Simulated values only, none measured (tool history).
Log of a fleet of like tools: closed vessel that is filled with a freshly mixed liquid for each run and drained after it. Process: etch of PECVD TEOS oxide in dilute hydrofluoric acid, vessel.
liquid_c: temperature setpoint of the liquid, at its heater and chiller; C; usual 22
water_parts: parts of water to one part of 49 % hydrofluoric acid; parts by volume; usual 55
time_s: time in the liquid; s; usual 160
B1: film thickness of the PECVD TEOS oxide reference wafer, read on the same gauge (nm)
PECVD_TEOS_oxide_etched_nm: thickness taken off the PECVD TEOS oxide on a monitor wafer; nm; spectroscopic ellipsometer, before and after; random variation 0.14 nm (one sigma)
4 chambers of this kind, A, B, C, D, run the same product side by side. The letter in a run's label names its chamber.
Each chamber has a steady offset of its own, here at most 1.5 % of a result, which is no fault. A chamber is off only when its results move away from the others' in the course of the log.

{"run": "1C", "hour": 3.5, "liquid_c": 22, "water_parts": 55, "time_s": 160, "B1": 109.99, "PECVD_TEOS_oxide_etched_nm": 26.877}
{"run": "2A", "hour": 10.5, "liquid_c": 22, "water_parts": 55, "time_s": 160, "B1": 110.01, "PECVD_TEOS_oxide_etched_nm": 26.773}
{"run": "3D", "hour": 15.0, "liquid_c": 22, "water_parts": 55, "time_s": 160, "B1": 110, "PECVD_TEOS_oxide_etched_nm": 26.894}
{"run": "4B", "hour": 21.0, "liquid_c": 22, "water_parts": 55, "time_s": 160, "B1": 110, "PECVD_TEOS_oxide_etched_nm": 26.883}
{"run": "5B", "hour": 28.5, "liquid_c": 22, "water_parts": 55, "time_s": 160, "B1": 110.01, "PECVD_TEOS_oxide_etched_nm": 27.131}
{"run": "6D", "hour": 36.5, "liquid_c": 22, "water_parts": 55, "time_s": 160, "B1": 110, "PECVD_TEOS_oxide_etched_nm": 26.942}
{"run": "7A", "hour": 41.7, "liquid_c": 22, "water_parts": 55, "time_s": 160, "B1": 110.01, "PECVD_TEOS_oxide_etched_nm": 26.715}
{"run": "8C", "hour": 47.2, "liquid_c": 22, "water_parts": 55, "time_s": 160, "B1": 109.98, "PECVD_TEOS_oxide_etched_nm": 27.006}
{"run": "9D", "hour": 54.1, "liquid_c": 24, "water_parts": 55, "time_s": 100, "B1": 110.01, "PECVD_TEOS_oxide_etched_nm": 18.305}
{"run": "10C", "hour": 58.7, "liquid_c": 24, "water_parts": 55, "time_s": 100, "B1": 109.98, "PECVD_TEOS_oxide_etched_nm": 18.199}
{"run": "11A", "hour": 64.0, "liquid_c": 24, "water_parts": 55, "time_s": 100, "B1": 110, "PECVD_TEOS_oxide_etched_nm": 18.156}
{"run": "12B", "hour": 68.1, "liquid_c": 24, "water_parts": 55, "time_s": 100, "B1": 110.02, "PECVD_TEOS_oxide_etched_nm": 18.217}
{"run": "13D", "hour": 75.1, "liquid_c": 22, "water_parts": 30, "time_s": 160, "B1": 109.99, "PECVD_TEOS_oxide_etched_nm": 50.8}
{"run": "14A", "hour": 80.8, "liquid_c": 22, "water_parts": 30, "time_s": 160, "B1": 110.02, "PECVD_TEOS_oxide_etched_nm": 51.795}
{"run": "15B", "hour": 85.8, "liquid_c": 22, "water_parts": 30, "time_s": 160, "B1": 110, "PECVD_TEOS_oxide_etched_nm": 51.835}
{"run": "16C", "hour": 92.9, "liquid_c": 22, "water_parts": 30, "time_s": 160, "B1": 110.01, "PECVD_TEOS_oxide_etched_nm": 49.457}
{"run": "17C", "hour": 99.7, "liquid_c": 22, "water_parts": 55, "time_s": 160, "B1": 109.97, "PECVD_TEOS_oxide_etched_nm": 26.412}
{"run": "18A", "hour": 103.1, "liquid_c": 22, "water_parts": 55, "time_s": 160, "B1": 109.97, "PECVD_TEOS_oxide_etched_nm": 26.897}
{"run": "19D", "hour": 110.9, "liquid_c": 22, "water_parts": 55, "time_s": 160, "B1": 109.99, "PECVD_TEOS_oxide_etched_nm": 26.967}
{"run": "20B", "hour": 115.9, "liquid_c": 22, "water_parts": 55, "time_s": 160, "B1": 110.01, "PECVD_TEOS_oxide_etched_nm": 26.864}
{"run": "21D", "hour": 121.9, "liquid_c": 22, "water_parts": 55, "time_s": 160, "B1": 110.01, "PECVD_TEOS_oxide_etched_nm": 27.129}
{"run": "22A", "hour": 126.1, "liquid_c": 22, "water_parts": 55, "time_s": 160, "B1": 109.97, "PECVD_TEOS_oxide_etched_nm": 26.98}
{"run": "23C", "hour": 133.1, "liquid_c": 22, "water_parts": 55, "time_s": 160, "B1": 110.04, "PECVD_TEOS_oxide_etched_nm": 26.422}
{"run": "24B", "hour": 137.4, "liquid_c": 22, "water_parts": 55, "time_s": 160, "B1": 110.04, "PECVD_TEOS_oxide_etched_nm": 27.047}
{"run": "25A", "hour": 144.9, "liquid_c": 22, "water_parts": 55, "time_s": 160, "B1": 110.02, "PECVD_TEOS_oxide_etched_nm": 27.072}
{"run": "26B", "hour": 151.3, "liquid_c": 22, "water_parts": 55, "time_s": 160, "B1": 110.01, "PECVD_TEOS_oxide_etched_nm": 26.906}
{"run": "27C", "hour": 157.8, "liquid_c": 20.5, "water_parts": 55, "time_s": 190, "B1": 110.02, "PECVD_TEOS_oxide_etched_nm": 29.413}
{"run": "28D", "hour": 162.5, "liquid_c": 20.5, "water_parts": 55, "time_s": 190, "B1": 110.03, "PECVD_TEOS_oxide_etched_nm": 29.961}
{"run": "29C", "hour": 168.6, "liquid_c": 20.5, "water_parts": 55, "time_s": 190, "B1": 109.99, "PECVD_TEOS_oxide_etched_nm": 29.2}
{"run": "30D", "hour": 176.1, "liquid_c": 20.5, "water_parts": 55, "time_s": 190, "B1": 109.98, "PECVD_TEOS_oxide_etched_nm": 29.903}
{"run": "31B", "hour": 180.5, "liquid_c": 22, "water_parts": 55, "time_s": 160, "B1": 110, "PECVD_TEOS_oxide_etched_nm": 27.039}
{"run": "32A", "hour": 186.9, "liquid_c": 22, "water_parts": 55, "time_s": 160, "B1": 109.99, "PECVD_TEOS_oxide_etched_nm": 26.744}
{"run": "33B", "hour": 191.9, "liquid_c": 22, "water_parts": 55, "time_s": 160, "B1": 110, "PECVD_TEOS_oxide_etched_nm": 26.875}
{"run": "34D", "hour": 198.9, "liquid_c": 18.5, "water_parts": 55, "time_s": 160, "B1": 110, "PECVD_TEOS_oxide_etched_nm": 23.241}
{"run": "35C", "hour": 203.2, "liquid_c": 18.5, "water_parts": 55, "time_s": 160, "B1": 109.99, "PECVD_TEOS_oxide_etched_nm": 22.374}
{"run": "36A", "hour": 206.8, "liquid_c": 18.5, "water_parts": 55, "time_s": 160, "B1": 109.97, "PECVD_TEOS_oxide_etched_nm": 23.411}

What goes on in this fleet: one chamber off, a drifting gauge, or nothing beyond the chambers' own small offsets? Name the chamber and the cause, if any.

Chamber C drifts away from the others.
Cause: liquid colder than its thermometer reads (K) = 0.968.
The log may not tell that from: hydrofluoric acid flow below the setpoint (%).

Here are 4 candidates for chamber C's next run, each the usual settings with a change, their results left as question marks. Which one brings its results back in line with what the others give on the usual settings?
In line means no further than this from the other chambers' mean on the usual settings: PECVD_TEOS_oxide_etched_nm 0.49 nm
{"run": "37C-1", "hour": 212.5, "liquid_c": 21, "water_parts": 55, "time_s": 160, "PECVD_TEOS_oxide_etched_nm": "?"}
{"run": "37C-2", "hour": 212.5, "liquid_c": 20, "water_parts": 55, "time_s": 160, "PECVD_TEOS_oxide_etched_nm": "?"}
{"run": "37C-3", "hour": 212.5, "liquid_c": 24, "water_parts": 55, "time_s": 160, "PECVD_TEOS_oxide_etched_nm": "?"}
{"run": "37C-4", "hour": 212.5, "liquid_c": 23, "water_parts": 55, "time_s": 160, "PECVD_TEOS_oxide_etched_nm": "?"}

The other chambers' mean on the usual settings: PECVD_TEOS_oxide_etched_nm 26.963 nm
run=37C-1 PECVD_TEOS_oxide_etched_nm=24.835
run=37C-2 PECVD_TEOS_oxide_etched_nm=23.792
run=37C-3 PECVD_TEOS_oxide_etched_nm=28.201
run=37C-4 PECVD_TEOS_oxide_etched_nm=27.033
37C-4 brings the chamber back in line.

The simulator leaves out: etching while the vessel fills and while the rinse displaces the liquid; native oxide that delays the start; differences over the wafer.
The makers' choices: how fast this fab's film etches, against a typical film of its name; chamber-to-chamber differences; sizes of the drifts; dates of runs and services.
